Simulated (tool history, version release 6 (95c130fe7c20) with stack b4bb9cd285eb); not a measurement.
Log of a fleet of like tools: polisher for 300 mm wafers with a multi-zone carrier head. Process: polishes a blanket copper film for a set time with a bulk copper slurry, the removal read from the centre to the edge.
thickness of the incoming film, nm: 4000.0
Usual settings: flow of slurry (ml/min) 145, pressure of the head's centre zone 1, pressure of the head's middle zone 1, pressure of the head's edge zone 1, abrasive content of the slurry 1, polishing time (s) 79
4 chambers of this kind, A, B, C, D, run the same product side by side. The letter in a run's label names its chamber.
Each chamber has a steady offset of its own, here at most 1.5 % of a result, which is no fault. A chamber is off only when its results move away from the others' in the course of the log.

run,day,flow of slurry (ml/min),pressure of the head's centre zone,pressure of the head's middle zone,pressure of the head's edge zone,abrasive content of the slurry,polishing time (s),film removed at the wafer's centre (nm),film removed at mid-radius (nm),film removed at the wafer's edge (nm)
1C,0.296,145,1,1,1,1,79,666.57,650.42,661.63
# day 0.538: chamber C: edge zone pressure recalibrated
2A,0.558,145,1,1,1,1,79,647.65,661.4,658.52
3B,0.738,145,1,1,1,1,79,657.15,677.45,668.2
4D,0.942,145,1,1,1,1,79,665.45,665.4,659.64
# day 1.058: chamber A: worn pad replaced by a new one
5D,1.088,145,1,1,1,1,79,656.6,658.66,671.09
# day 1.133: chamber B: slurry nozzle cleaned
6B,1.283,145,1,1,1,1,79,658.58,664.35,667.71
7C,1.446,145,1,1,1,1,79,666.55,660.58,674.05
# day 1.583: chamber B: worn pad replaced by a new one
8A,1.742,145,1,1,1,1,79,660.92,665.27,659.04
9B,2.012,145,1,1,1,1,79,653.56,668.93,663.96
10D,2.321,145,1,1,1,1,79,661.62,664.02,664.75
11A,2.467,145,1,1,1,1,79,663.16,671.98,660.15
# day 2.546: chamber C: worn pad replaced by a new one
# day 2.567: chamber C: slurry nozzle cleaned
12C,2.767,145,1,1,1,1,79,679.1,657.14,666.68
13A,3.012,145,1,1,1,1,79,657.48,661.1,655.92
14B,3.204,145,1,1,1,1,79,652.05,659.24,672.5
15C,3.471,145,1,1,1,1,79,684.64,667.19,666.74
16D,3.642,145,1,1,1,1,79,659.78,663.1,656.54
17D,3.929,145,1,1,1,1,79,664.8,667.84,657.73
18A,4.125,145,1,1,1,1,79,666.61,675.3,663.51
# day 4.304: chamber A: worn pad replaced by a new one
# day 4.35: chamber D: worn pad replaced by a new one
19B,4.45,190,1,1,1,1.25,79,730.17,738.04,728.66
20C,4.738,190,1,1,1,1.25,79,772.95,723.16,723.86
21A,5.075,190,1,1,1,1.25,79,728.79,749.27,721.16
22B,5.275,190,1,1,1,1.25,79,728.89,727.95,723.12
23D,5.421,145,1,0.95,0.94,1,79,664.15,635.1,642.77
24C,5.667,145,1,0.95,0.94,1,79,721.79,634.68,641
25B,5.925,145,1,0.95,0.94,1,79,658.5,641.89,645.34

What goes on in this fleet: one chamber off, a drifting gauge, or nothing beyond the chambers' own small offsets? Name the chamber and the cause, if any.

Chamber C drifts away from the others.
Cause: centre zone's pressure above its setpoint, % = 8.38.

Here are 4 candidates for chamber C's next run, each the usual settings with a change, their results left as question marks. Which one brings its results back in line with what the others give on the usual settings?
In line means no further than this from the other chambers' mean on the usual settings: film removed at the wafer's centre (nm) 16; film removed at mid-radius (nm) 27; film removed at the wafer's edge (nm) 15
26C-1,6.162,150,1.07,0.97,0.98,1,80,?,?,?
26C-2,6.162,155,1.12,0.95,0.97,1,80,?,?,?
26C-3,6.162,140,0.88,1.05,1.03,1,78,?,?,?
26C-4,6.162,140,0.93,1.03,1.02,1,78,?,?,?

The other chambers' mean on the usual settings: film removed at the wafer's centre (nm) 659.45; film removed at mid-radius (nm) 667.95; film removed at the wafer's edge (nm) 663.03
run,film removed at the wafer's centre (nm),film removed at mid-radius (nm),film removed at the wafer's edge (nm)
26C-1,797.07,653.89,670.31
26C-2,843.62,645.15,669.91
26C-3,616.67,677.83,663.62
26C-4,655.79,665.56,660.38
26C-4 brings the chamber back in line.

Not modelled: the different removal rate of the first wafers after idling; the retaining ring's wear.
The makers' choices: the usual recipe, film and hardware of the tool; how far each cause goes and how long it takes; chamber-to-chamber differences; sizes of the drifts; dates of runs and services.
